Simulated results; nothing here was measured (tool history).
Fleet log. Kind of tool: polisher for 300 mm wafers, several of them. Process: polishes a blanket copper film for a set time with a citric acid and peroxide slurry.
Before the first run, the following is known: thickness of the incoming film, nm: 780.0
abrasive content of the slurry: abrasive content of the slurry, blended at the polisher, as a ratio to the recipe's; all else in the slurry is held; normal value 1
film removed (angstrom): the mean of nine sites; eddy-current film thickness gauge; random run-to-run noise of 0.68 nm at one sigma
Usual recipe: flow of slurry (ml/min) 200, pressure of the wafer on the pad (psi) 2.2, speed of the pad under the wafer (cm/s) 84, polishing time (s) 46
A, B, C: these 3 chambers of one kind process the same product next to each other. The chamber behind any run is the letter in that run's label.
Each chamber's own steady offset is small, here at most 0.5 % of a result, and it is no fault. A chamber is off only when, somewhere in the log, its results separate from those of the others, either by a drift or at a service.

run   hour  flow of slurry (ml/min)  pressure of the wafer on the pad (psi)  speed of the pad under the wafer (cm/s)  abrasive content of the slurry  polishing time (s)  wafers polished on this pad  hours since the slurry nozzle was cleaned  hours since the head pressure was calibrated  hours since the slurry blender was calibrated  film removed (angstrom)
       1.1  -- chamber B: slurry blender recalibrated
 1B    7.7                      200                                     2.2                                       84                               1                  46                          449                                      178.6                                         485.3                                            6.6                   772.52
       8.1  -- chamber A: worn pad replaced by a new one
 2A   17.2                      200                                     2.2                                       84                               1                  46                           78                                      493.2                                         732.6                                          103.2                    774.4
 3C   23.1                      200                                     2.2                                       84                               1                  46                          458                                      531.3                                         182.9                                             63                   778.74
      27.6  -- chamber C: slurry nozzle cleaned
 4A   31.4                      200                                     2.2                                       84                               1                  46                          201                                      507.4                                         746.8                                          117.4                   787.65
 5C   40.5                      200                                     2.2                                       84                               1                  46                          608                                       12.9                                         200.3                                           80.4                   771.79
 6B   48.6                      250                                     2.2                                       84                               1                  35                          802                                      219.5                                         526.2                                           47.5                   611.89
 7A   57.7                      250                                     2.2                                       84                               1                  35                          428                                      533.7                                         773.1                                          143.7                   609.73
 8C     67                      250                                     2.2                                       84                               1                  35                          837                                       39.4                                         226.8                                          106.9                   616.35
 9B   71.2                      220                                     2.5                                       84                               1                  46                          997                                      242.1                                         548.8                                           70.1                   885.02
10C   76.7                      220                                     2.5                                       84                               1                  46                          921                                       49.1                                         236.5                                          116.6                   907.15
11B   84.2                      220                                     2.5                                       84                               1                  46                         1109                                      255.1                                         561.8                                           83.1                   896.98
      88.5  -- chamber B: worn pad replaced by a new one
      89.6  -- chamber A: worn pad replaced by a new one
12A   92.5                      200                                     2.2                                       84                               1                  46                           25                                      568.5                                         807.9                                          178.5                   786.27
13B  101.4                      200                                     2.2                                       84                               1                  46                          111                                      272.3                                           579                                          100.3                   790.64
14C  109.1                      200                                     2.2                                       84                               1                  46                         1201                                       81.5                                         268.9                                            149                    778.1
     112.2  -- chamber C: worn pad replaced by a new one
15A  118.4                      200                                     2.2                                       84                               1                  46                          249                                      594.4                                         833.8                                          204.4                   779.37
16B  125.9                      200                                     2.2                                       84                               1                  46                          323                                      296.8                                         603.5                                          124.8                   780.71
17A  131.5                      200                                     2.2                                       84                               1                  46                          362                                      607.5                                         846.9                                          217.5                   791.39
18C  136.6                      200                                     2.2                                       84                               1                  46                          211                                        109                                         296.4                                          176.5                   788.43
19B  141.4                      200                                     2.2                                       84                               1                  46                          456                                      312.3                                           619                                          140.3                   778.14
20C  146.8                      140                                     2.2                                       84                               1                  32                          299                                      119.2                                         306.6                                          186.7                   506.54
21A  156.2                      140                                     2.2                                       84                               1                  32                          575                                      632.2                                         871.6                                          242.2                   511.42

Predict what each chamber gives when all 3 of them run the settings below next.
22A  163.1                      200                                     2.7                                       84                               1                  46                                                                                                                                                                                             ?
22B  163.1                      200                                     2.7                                       84                               1                  46                                                                                                                                                                                             ?
22C  163.1                      200                                     2.7                                       84                               1                  46                                                                                                                                                                                             ?

run  film removed (angstrom)
22A                   961.54
22B                   939.38
22C                    947.1
